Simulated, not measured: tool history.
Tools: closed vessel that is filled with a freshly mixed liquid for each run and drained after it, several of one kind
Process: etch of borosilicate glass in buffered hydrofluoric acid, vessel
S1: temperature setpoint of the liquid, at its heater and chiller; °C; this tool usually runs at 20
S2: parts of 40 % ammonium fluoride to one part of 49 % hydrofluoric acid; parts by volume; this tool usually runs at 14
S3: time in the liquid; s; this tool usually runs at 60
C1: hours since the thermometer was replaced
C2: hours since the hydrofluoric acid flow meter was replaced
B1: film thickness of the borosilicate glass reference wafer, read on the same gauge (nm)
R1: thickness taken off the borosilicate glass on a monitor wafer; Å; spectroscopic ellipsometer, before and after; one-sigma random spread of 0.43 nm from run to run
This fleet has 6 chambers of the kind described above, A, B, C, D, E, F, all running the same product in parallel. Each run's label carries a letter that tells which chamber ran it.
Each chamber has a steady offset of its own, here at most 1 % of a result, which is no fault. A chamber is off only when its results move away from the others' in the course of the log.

run 1A hour=6.1 | S1=20 S2=14 S3=60 | C1=1758.7 C2=103 | B1=59.983 | R1=431.93
run 2B hour=11.5 | S1=20 S2=14 S3=60 | C1=544.9 C2=285.9 | B1=60.002 | R1=429.52
run 3C hour=17.2 | S1=20 S2=14 S3=60 | C1=1430 C2=892 | B1=60.031 | R1=420.47
run 4E hour=21.7 | S1=20 S2=14 S3=60 | C1=519.2 C2=231.1 | B1=60.017 | R1=434.37
run 5D hour=26.1 | S1=20 S2=14 S3=60 | C1=925.5 C2=1493.5 | B1=59.998 | R1=428.16
run 6F hour=29.3 | S1=20 S2=14 S3=60 | C1=654.4 C2=1012.3 | B1=60.018 | R1=433.2
run 7B hour=32.6 | S1=20 S2=14 S3=60 | C1=566 C2=307 | B1=59.987 | R1=438.38
run 8D hour=37.1 | S1=20 S2=14 S3=60 | C1=936.5 C2=1504.5 | B1=60.012 | R1=432.47
run 9F hour=42.1 | S1=20 S2=14 S3=60 | C1=667.2 C2=1025.1 | B1=60.046 | R1=440.27
run 10C hour=46.5 | S1=20 S2=14 S3=60 | C1=1459.3 C2=921.3 | B1=60.022 | R1=434.14
-- hour=46.9 chamber C: thermometer replaced
run 11E hour=52 | S1=20 S2=14 S3=60 | C1=549.5 C2=261.4 | B1=59.964 | R1=434.34
run 12A hour=56.8 | S1=20 S2=14 S3=60 | C1=1809.4 C2=153.7 | B1=59.984 | R1=434.89
run 13E hour=62.2 | S1=20 S2=14 S3=60 | C1=559.7 C2=271.6 | B1=59.996 | R1=438.17
run 14D hour=68 | S1=20 S2=9 S3=60 | C1=967.4 C2=1535.4 | B1=60.031 | R1=655.63
run 15A hour=72 | S1=20 S2=9 S3=60 | C1=1824.6 C2=168.9 | B1=60.002 | R1=648.16
run 16C hour=75 | S1=20 S2=9 S3=60 | C1=28.2 C2=949.8 | B1=59.992 | R1=654.19
run 17B hour=80.1 | S1=20 S2=9 S3=60 | C1=613.5 C2=354.5 | B1=59.997 | R1=650.49
run 18F hour=85.3 | S1=20 S2=9 S3=60 | C1=710.4 C2=1068.3 | B1=60.011 | R1=667.13
run 19E hour=89.2 | S1=20 S2=9 S3=60 | C1=586.7 C2=298.6 | B1=59.974 | R1=645.74
run 20B hour=92.8 | S1=20 S2=14 S3=60 | C1=626.2 C2=367.2 | B1=59.999 | R1=420.6
-- hour=93.2 chamber E: thermometer replaced
run 21F hour=95.5 | S1=20 S2=14 S3=60 | C1=720.6 C2=1078.5 | B1=59.97 | R1=450.13
run 22C hour=99.4 | S1=20 S2=14 S3=60 | C1=52.6 C2=974.2 | B1=60.007 | R1=430.72
run 23D hour=105.5 | S1=20 S2=14 S3=60 | C1=1004.9 C2=1572.9 | B1=59.974 | R1=435.16
run 24A hour=108.2 | S1=20 S2=14 S3=60 | C1=1860.8 C2=205.1 | B1=60.051 | R1=442.77
run 25B hour=111.5 | S1=20 S2=14 S3=60 | C1=644.9 C2=385.9 | B1=60.01 | R1=423.39
run 26D hour=115.1 | S1=20 S2=14 S3=60 | C1=1014.5 C2=1582.5 | B1=59.964 | R1=436.83
run 27E hour=117.8 | S1=20 S2=14 S3=60 | C1=24.7 C2=327.2 | B1=60.014 | R1=432.91
run 28C hour=123.5 | S1=20 S2=14 S3=60 | C1=76.7 C2=998.3 | B1=60.046 | R1=433.16
run 29A hour=127.5 | S1=20 S2=14 S3=60 | C1=1880.1 C2=224.4 | B1=59.979 | R1=440.32
run 30F hour=131.4 | S1=20 S2=14 S3=60 | C1=756.5 C2=1114.4 | B1=59.991 | R1=474.14
run 31B hour=136 | S1=20 S2=14 S3=60 | C1=669.4 C2=410.4 | B1=59.99 | R1=428.03
run 32C hour=138.9 | S1=20 S2=14 S3=60 | C1=92.1 C2=1013.7 | B1=59.985 | R1=436.05
run 33E hour=143.1 | S1=20 S2=14 S3=60 | C1=50 C2=352.5 | B1=59.946 | R1=434.91
run 34A hour=147.3 | S1=20 S2=14 S3=60 | C1=1899.9 C2=244.2 | B1=59.98 | R1=440.96
run 35F hour=149.9 | S1=20 S2=14 S3=60 | C1=775 C2=1132.9 | B1=59.987 | R1=471.54
run 36D hour=156 | S1=17.5 S2=18 S3=60 | C1=1055.4 C2=1623.4 | B1=59.993 | R1=295.54
run 37D hour=159.1 | S1=17.5 S2=18 S3=60 | C1=1058.5 C2=1626.5 | B1=60.012 | R1=296.88

Which is it: a chamber that has drifted or been left off by a service, a gauge drift common to all chambers, or only each chamber's usual small offset? If a chamber is off, name it and its likeliest cause.

Little by little, chamber F moves away from the other chambers.
Cause: liquid hotter than its thermometer reads (K) = 2.02.
The log may not tell that from: hydrofluoric acid flow above the setpoint (%).

Below are 4 candidate recipes for chamber F's next run, each the usual settings with a change, their results shown as question marks. Which of them brings F's results back in line with what the other chambers give on the usual settings?
In line here means within this much of the mean the other chambers give on the usual settings: R1 15 Å
run 38F-1 hour=163.5 | S1=20 S2=14.5 S3=55 | R1=?
run 38F-2 hour=163.5 | S1=20 S2=14 S3=50 | R1=?
run 38F-3 hour=163.5 | S1=22 S2=14 S3=60 | R1=?
run 38F-4 hour=163.5 | S1=20.5 S2=13 S3=65 | R1=?

On the usual settings, the other chambers give on average: R1 432.18 Å
run=38F-1 R1=426.99
run=38F-2 R1=401.9
run=38F-3 R1=536.36
run=38F-4 R1=577.36
38F-1 puts the chamber back in line with the other chambers.
